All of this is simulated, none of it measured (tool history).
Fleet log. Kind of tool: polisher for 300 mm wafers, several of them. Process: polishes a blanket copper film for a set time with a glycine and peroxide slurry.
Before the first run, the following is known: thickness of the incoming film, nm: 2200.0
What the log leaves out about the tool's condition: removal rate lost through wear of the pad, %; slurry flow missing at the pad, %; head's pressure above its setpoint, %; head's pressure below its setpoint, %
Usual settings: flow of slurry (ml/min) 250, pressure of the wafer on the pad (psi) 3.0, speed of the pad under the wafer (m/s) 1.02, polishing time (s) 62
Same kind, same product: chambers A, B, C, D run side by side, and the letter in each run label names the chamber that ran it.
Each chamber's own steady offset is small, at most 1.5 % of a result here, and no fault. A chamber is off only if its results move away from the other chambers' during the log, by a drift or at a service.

run	hour	flow of slurry (ml/min)	pressure of the wafer on the pad (psi)	speed of the pad under the wafer (m/s)	polishing time (s)	wafers polished on this pad	hours since the slurry nozzle was cleaned	hours since the head pressure was calibrated	film removed (Å)
1A	8.2	250	3.0	1.02	62	849	167.0	869.4	2966.0
2D	17.9	250	3.0	1.02	62	913	208.1	529.1	2898.1
3C	27.4	250	3.0	1.02	62	393	36.8	265.3	2899.6
4B	34.6	250	3.0	1.02	62	768	141.5	93.1	2898.4
# hour 39.9: chamber A: worn pad replaced by a new one
# hour 42.1: chamber D: slurry nozzle cleaned
# hour 47.3: chamber C: worn pad replaced by a new one
5D	48.3	250	3.0	1.02	42	1195	6.3	559.5	1960.1
6B	57.1	250	3.0	1.02	42	977	164.0	115.6	2000.9
# hour 58.3: chamber D: worn pad replaced by a new one
# hour 61.4: chamber B: worn pad replaced by a new one
7C	69.1	250	3.0	1.02	42	203	78.5	307.0	1936.8
8A	77.7	250	3.0	1.02	42	351	236.5	938.9	2024.3
9C	87.4	250	3.0	1.02	62	373	96.8	325.3	2941.5
10B	97.6	250	3.0	1.02	62	337	204.5	156.1	2896.4
11A	108.2	250	3.0	1.02	62	635	267.0	969.4	2876.5
12D	119.7	250	3.0	1.02	62	571	77.7	630.9	2914.3
# hour 121.4: chamber C: worn pad replaced by a new one
# hour 122.9: chamber A: slurry nozzle cleaned
13B	126.0	250	3.0	1.02	62	601	232.9	184.5	2999.7
# hour 135.7: chamber A: head pressure recalibrated
14D	136.6	250	3.0	1.02	62	728	94.6	647.8	2873.7
15C	143.4	250	3.0	1.02	62	204	152.8	381.3	2985.1
16A	151.6	250	3.0	1.02	62	1038	28.8	15.9	3104.2
# hour 163.7: chamber B: worn pad replaced by a new one
17C	164.4	250	3.0	1.02	62	400	173.8	402.3	2940.0
18B	176.3	250	3.0	1.34	62	117	283.2	234.8	3701.5
# hour 183.5: chamber D: worn pad replaced by a new one
# hour 185.8: chamber C: worn pad replaced by a new one
# hour 186.2: chamber A: worn pad replaced by a new one
19D	187.7	250	3.0	1.34	62	39	145.7	698.9	3611.1
# hour 191.0: chamber B: slurry nozzle cleaned
20A	201.6	250	3.0	1.34	62	143	78.8	65.9	3776.5
21C	213.4	250	3.0	1.34	62	256	222.8	451.3	3633.0
# hour 215.3: chamber C: slurry nozzle cleaned
22B	226.3	250	3.0	1.02	62	582	35.3	284.8	2858.3
23A	239.8	250	3.0	1.02	62	498	117.0	104.1	3016.2
24D	248.3	250	2.3	1.02	44	602	206.3	759.5	1563.8
# hour 261.8: chamber C: worn pad replaced by a new one
25C	261.8	250	2.3	1.02	44	0	46.5	499.7	1678.5

All chambers now run identical settings, listed one chamber a line with results as question marks. What results will each chamber show?
26A	272.1	335	3.0	1.02	62				?
26B	272.1	335	3.0	1.02	62				?
26C	272.1	335	3.0	1.02	62				?
26D	272.1	335	3.0	1.02	62				?

run	film removed (Å)
26A	3033.5
26B	2975.5
26C	2982.7
26D	2745.0
